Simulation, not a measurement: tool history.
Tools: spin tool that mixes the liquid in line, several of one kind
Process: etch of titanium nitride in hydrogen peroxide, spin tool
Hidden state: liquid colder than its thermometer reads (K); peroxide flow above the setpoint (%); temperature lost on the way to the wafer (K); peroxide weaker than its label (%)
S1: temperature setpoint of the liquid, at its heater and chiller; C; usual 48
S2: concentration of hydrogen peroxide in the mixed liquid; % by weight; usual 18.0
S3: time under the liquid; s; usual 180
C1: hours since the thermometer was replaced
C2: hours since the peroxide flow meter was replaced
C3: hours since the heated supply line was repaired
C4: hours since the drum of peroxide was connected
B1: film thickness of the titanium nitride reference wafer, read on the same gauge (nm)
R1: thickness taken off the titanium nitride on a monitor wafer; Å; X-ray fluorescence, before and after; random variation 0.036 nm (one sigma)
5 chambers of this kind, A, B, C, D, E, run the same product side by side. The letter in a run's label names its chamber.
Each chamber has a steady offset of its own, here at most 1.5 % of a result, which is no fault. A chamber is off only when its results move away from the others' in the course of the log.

run   hour  S1    S2   S3      C1     C2      C3     C4      B1       R1
 1A    3.6  48  18.0  180   699.7  508.9   594.3    9.3  29.997   92.136
 2C    5.7  48  18.0  180  1823.6  848.8  1467.9  268.8  30.020   92.807
 3B    8.9  48  18.0  180  1315.5  576.5  1031.0  650.1  29.993   92.182
 4E   10.7  48  18.0  180  1074.1  418.3   544.3  264.7  30.018   91.606
 5D   13.7  48  18.0  180   583.4  545.5   818.8  536.2  29.990   92.503
 6E   17.4  48  18.0  180  1080.8  425.0   551.0  271.4  30.003   92.123
 7D   21.5  48  18.0  180   591.2  553.3   826.6  544.0  29.998   93.156
 8B   24.2  48  18.0  180  1330.8  591.8  1046.3  665.4  30.017   92.844
      27.1  -- chamber B: thermometer replaced
 9A   27.1  48  18.0  180   723.2  532.4   617.8   32.8  29.973   91.955
10C   31.1  48  18.0  180  1849.0  874.2  1493.3  294.2  29.998   92.140
11D   34.0  48  18.0  180   603.7  565.8   839.1  556.5  30.000   92.879
12E   37.9  48  22.5  260  1101.3  445.5   571.5  291.9  29.985  139.270
13C   40.6  48  22.5  260  1858.5  883.7  1502.8  303.7  29.993  139.740
14A   43.7  48  22.5  260   739.8  549.0   634.4   49.4  30.008  138.610
15B   47.2  48  22.5  260    20.1  614.8  1069.3  688.4  30.015  141.310
16C   49.7  48  22.5  260  1867.6  892.8  1511.9  312.8  29.979  140.050
      50.1  -- chamber C: new drum of peroxide connected
17E   51.9  48  16.0   95  1115.3  459.5   585.5  305.9  30.019   47.234
18A   55.9  48  16.0   95   752.0  561.2   646.6   61.6  29.990   46.735
19B   60.0  48  16.0   95    32.9  627.6  1082.1  701.2  29.964   48.326
20D   62.9  48  16.0   95   632.6  594.7   868.0  585.4  30.018   47.858
      65.4  -- chamber D: thermometer replaced
      65.5  -- chamber E: thermometer replaced
21E   66.1  48  16.0   95     0.7  473.7   599.7  320.1  29.987   47.486
22A   68.9  53  23.0  180   765.0  574.2   659.6   74.6  29.999  135.570
23D   72.0  53  23.0  180     6.7  603.8   877.1  594.5  29.994  140.350
24C   75.2  53  23.0  180  1893.1  918.3  1537.4   25.2  30.016  138.770
25B   78.4  53  23.0  180    51.3  646.0  1100.5  719.6  30.022  141.790
26A   80.2  53  23.0  180   776.3  585.5   670.9   85.9  29.985  134.220
      81.4  -- chamber B: new drum of peroxide connected
27B   82.4  48  18.0  180    55.3  650.0  1104.5    1.0  30.009   92.202
28D   84.3  48  18.0  180    19.0  616.1   889.4  606.8  30.014   92.950
29E   87.3  48  18.0  180    21.9  494.9   620.9  341.3  30.001   91.893
30C   89.8  40  15.5  180  1907.7  932.9  1552.0   39.8  29.997   49.224
31D   93.2  40  15.5  180    27.9  625.0   898.3  615.7  30.018   49.502
32E   97.0  40  15.5  180    31.6  504.6   630.6  351.0  29.988   49.019
33C  101.0  40  15.5  180  1918.9  944.1  1563.2   51.0  30.005   48.888

What goes on in this fleet: one chamber off, a drifting gauge, or nothing beyond the chambers' own small offsets? Name the chamber and the cause, if any.

Chamber A drifts away from the others.
Cause: liquid colder than its thermometer reads (K) = 0.464.
The log may not tell that from: peroxide flow below the setpoint (%); temperature lost on the way to the wafer (K).

Here are 4 candidates for chamber A's next run, each the usual settings with a change, their results left as question marks. Which one brings its results back in line with what the others give on the usual settings?
In line means no further than this from the other chambers' mean on the usual settings: R1 1.300 Å
34A-1  104.0  48.5  18.0  180                       ?
34A-2  104.0  48.0  18.5  180                       ?
34A-3  104.0  48.0  17.5  180                       ?
34A-4  104.0  48.0  15.0  180                       ?

The other chambers' mean on the usual settings: R1 92.546 Å
  run      R1
34A-1  92.749
34A-2  90.005
34A-3  88.945
34A-4  86.089
34A-1 brings the chamber back in line.
